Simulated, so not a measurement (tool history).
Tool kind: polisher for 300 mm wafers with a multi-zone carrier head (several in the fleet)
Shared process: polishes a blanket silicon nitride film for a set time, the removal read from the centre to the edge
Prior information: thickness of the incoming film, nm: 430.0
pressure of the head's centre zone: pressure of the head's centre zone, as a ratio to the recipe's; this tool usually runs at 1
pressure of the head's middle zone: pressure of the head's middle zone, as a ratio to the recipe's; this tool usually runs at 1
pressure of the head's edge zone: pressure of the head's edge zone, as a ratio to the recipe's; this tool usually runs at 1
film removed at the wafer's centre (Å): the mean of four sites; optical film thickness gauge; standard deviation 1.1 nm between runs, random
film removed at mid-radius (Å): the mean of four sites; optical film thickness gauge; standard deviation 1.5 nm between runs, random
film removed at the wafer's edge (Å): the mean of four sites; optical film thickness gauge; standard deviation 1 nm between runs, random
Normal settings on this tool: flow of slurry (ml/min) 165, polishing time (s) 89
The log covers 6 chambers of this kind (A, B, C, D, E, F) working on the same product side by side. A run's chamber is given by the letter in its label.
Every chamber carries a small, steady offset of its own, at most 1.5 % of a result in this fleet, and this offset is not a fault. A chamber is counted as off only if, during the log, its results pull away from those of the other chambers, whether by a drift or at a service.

| run | hour | flow of slurry (ml/min) | pressure of the head's centre zone | pressure of the head's middle zone | pressure of the head's edge zone | polishing time (s) | film removed at the wafer's centre (Å) | film removed at mid-radius (Å) | film removed at the wafer's edge (Å) |
|---|---|---|---|---|---|---|---|---|---|
| 1C | 2.9 | 165 | 1 | 1 | 1 | 89 | 1176 | 1169 | 1162.6 |
|  | 4.9 | chamber A: centre zone pressure recalibrated |
| 2B | 8.8 | 165 | 1 | 1 | 1 | 89 | 1185.5 | 1177.9 | 1171.8 |
|  | 10.6 | chamber D: edge zone pressure recalibrated |
| 3D | 12 | 165 | 1 | 1 | 1 | 89 | 1168.6 | 1179.5 | 1175.1 |
| 4F | 16.7 | 165 | 1 | 1 | 1 | 89 | 1150.5 | 1171.4 | 1194.8 |
| 5A | 22 | 165 | 1 | 1 | 1 | 89 | 1167.8 | 1137.2 | 1148 |
|  | 22.1 | chamber C: worn pad replaced by a new one |
|  | 25.3 | chamber E: edge zone pressure recalibrated |
| 6E | 26.3 | 165 | 1 | 1 | 1 | 89 | 1155.7 | 1164.7 | 1169.8 |
| 7D | 30.2 | 115 | 1 | 1 | 1.09 | 89 | 1060 | 1071.9 | 1171.9 |
|  | 33.9 | chamber F: edge zone pressure recalibrated |
| 8B | 35.8 | 115 | 1 | 1 | 1.09 | 89 | 1058 | 1049.2 | 1140 |
| 9A | 39.1 | 115 | 1 | 1 | 1.09 | 89 | 1057.9 | 1058.4 | 1141.6 |
| 10C | 42.1 | 115 | 1 | 1 | 1.09 | 89 | 1090.6 | 1050.6 | 1143.5 |
|  | 43.1 | chamber F: worn pad replaced by a new one |
| 11E | 45.9 | 115 | 1 | 1 | 1.09 | 89 | 1051 | 1088.6 | 1174.7 |
|  | 50.5 | chamber E: worn pad replaced by a new one |
| 12F | 51.2 | 115 | 1 | 1 | 1.09 | 89 | 1069.3 | 1098.8 | 1181 |
| 13D | 56.3 | 165 | 1 | 1 | 1 | 89 | 1149.2 | 1160.9 | 1181.3 |
| 14C | 59.8 | 165 | 1 | 1 | 1 | 89 | 1177.3 | 1167.1 | 1164.1 |
| 15A | 63.6 | 165 | 1 | 1 | 1 | 89 | 1153.5 | 1132.4 | 1132.1 |
| 16B | 67.7 | 165 | 1 | 1 | 1 | 89 | 1125.9 | 1112.4 | 1127.3 |
| 17E | 73.7 | 165 | 1.07 | 1 | 1 | 89 | 1253.1 | 1175.3 | 1161.1 |
| 18F | 80.3 | 165 | 1.07 | 1 | 1 | 89 | 1248.6 | 1181.7 | 1177.5 |
|  | 84.2 | chamber A: worn pad replaced by a new one |
| 19A | 86.6 | 165 | 1.07 | 1 | 1 | 89 | 1267.5 | 1141.9 | 1176.6 |
| 20D | 90.4 | 165 | 1.07 | 1 | 1 | 89 | 1241.5 | 1154.8 | 1171.6 |
| 21C | 93.4 | 165 | 1.07 | 1 | 1 | 89 | 1277.5 | 1130.8 | 1156.7 |
| 22F | 97.7 | 165 | 1.07 | 1 | 1 | 89 | 1260.7 | 1165.1 | 1176.2 |
| 23B | 100.7 | 165 | 1 | 1 | 1 | 89 | 1093.3 | 1104.1 | 1110.4 |
|  | 107.2 | chamber B: slurry nozzle cleaned |
| 24E | 107.2 | 165 | 1 | 1 | 1 | 89 | 1152.1 | 1159.8 | 1165.9 |
| 25B | 110.5 | 165 | 1 | 1 | 0.91 | 89 | 1099.3 | 1099.8 | 1048.4 |
| 26F | 115.4 | 165 | 1 | 1 | 0.91 | 89 | 1153.7 | 1174.6 | 1122.6 |
| 27E | 119.8 | 165 | 1 | 1 | 0.91 | 89 | 1169.3 | 1182.4 | 1099.2 |
| 28C | 126.3 | 165 | 1 | 1 | 0.91 | 89 | 1174.4 | 1136.5 | 1095.8 |
| 29D | 131.4 | 165 | 1 | 1 | 0.91 | 89 | 1165 | 1146.8 | 1124 |
| 30A | 134.3 | 165 | 1 | 1 | 0.91 | 89 | 1175.2 | 1170.2 | 1110.8 |
| 31E | 139.5 | 205 | 1 | 1 | 1 | 89 | 1212 | 1200.1 | 1193.1 |
| 32F | 145.7 | 205 | 1 | 1 | 1 | 89 | 1208.8 | 1221.2 | 1214.4 |
|  | 145.8 | chamber D: worn pad replaced by a new one |
|  | 149.8 | chamber B: edge zone pressure recalibrated |
| 33B | 150.3 | 205 | 1 | 1 | 1 | 89 | 1110.9 | 1077.8 | 1065.4 |
| 34A | 153.3 | 205 | 1 | 1 | 1 | 89 | 1218.4 | 1192.5 | 1207.8 |
| 35D | 158 | 205 | 1 | 1 | 1 | 89 | 1207.7 | 1218.3 | 1225.8 |
| 36C | 163.5 | 205 | 1 | 1 | 1 | 89 | 1215 | 1228.9 | 1182.4 |
| 37A | 168.6 | 165 | 1 | 1 | 1 | 89 | 1177.5 | 1141.9 | 1164.6 |
| 38C | 174.7 | 165 | 1 | 1 | 1 | 89 | 1172.9 | 1183.9 | 1165.5 |

Next, all 6 chambers run the settings below, one line each with question marks for the results. What does each chamber give?
| 39A | 179.4 | 165 | 1 | 1 | 1 | 89 | ? | ? | ? |
| 39B | 179.4 | 165 | 1 | 1 | 1 | 89 | ? | ? | ? |
| 39C | 179.4 | 165 | 1 | 1 | 1 | 89 | ? | ? | ? |
| 39D | 179.4 | 165 | 1 | 1 | 1 | 89 | ? | ? | ? |
| 39E | 179.4 | 165 | 1 | 1 | 1 | 89 | ? | ? | ? |
| 39F | 179.4 | 165 | 1 | 1 | 1 | 89 | ? | ? | ? |

| run | film removed at the wafer's centre (Å) | film removed at mid-radius (Å) | film removed at the wafer's edge (Å) |
|---|---|---|---|
| 39A | 1167.3 | 1129.7 | 1167.6 |
| 39B | 1052.2 | 1037.3 | 1015.3 |
| 39C | 1190.1 | 1148.4 | 1168.9 |
| 39D | 1170.9 | 1161.3 | 1160.7 |
| 39E | 1165.1 | 1144.2 | 1142.5 |
| 39F | 1140.6 | 1180.1 | 1181 |

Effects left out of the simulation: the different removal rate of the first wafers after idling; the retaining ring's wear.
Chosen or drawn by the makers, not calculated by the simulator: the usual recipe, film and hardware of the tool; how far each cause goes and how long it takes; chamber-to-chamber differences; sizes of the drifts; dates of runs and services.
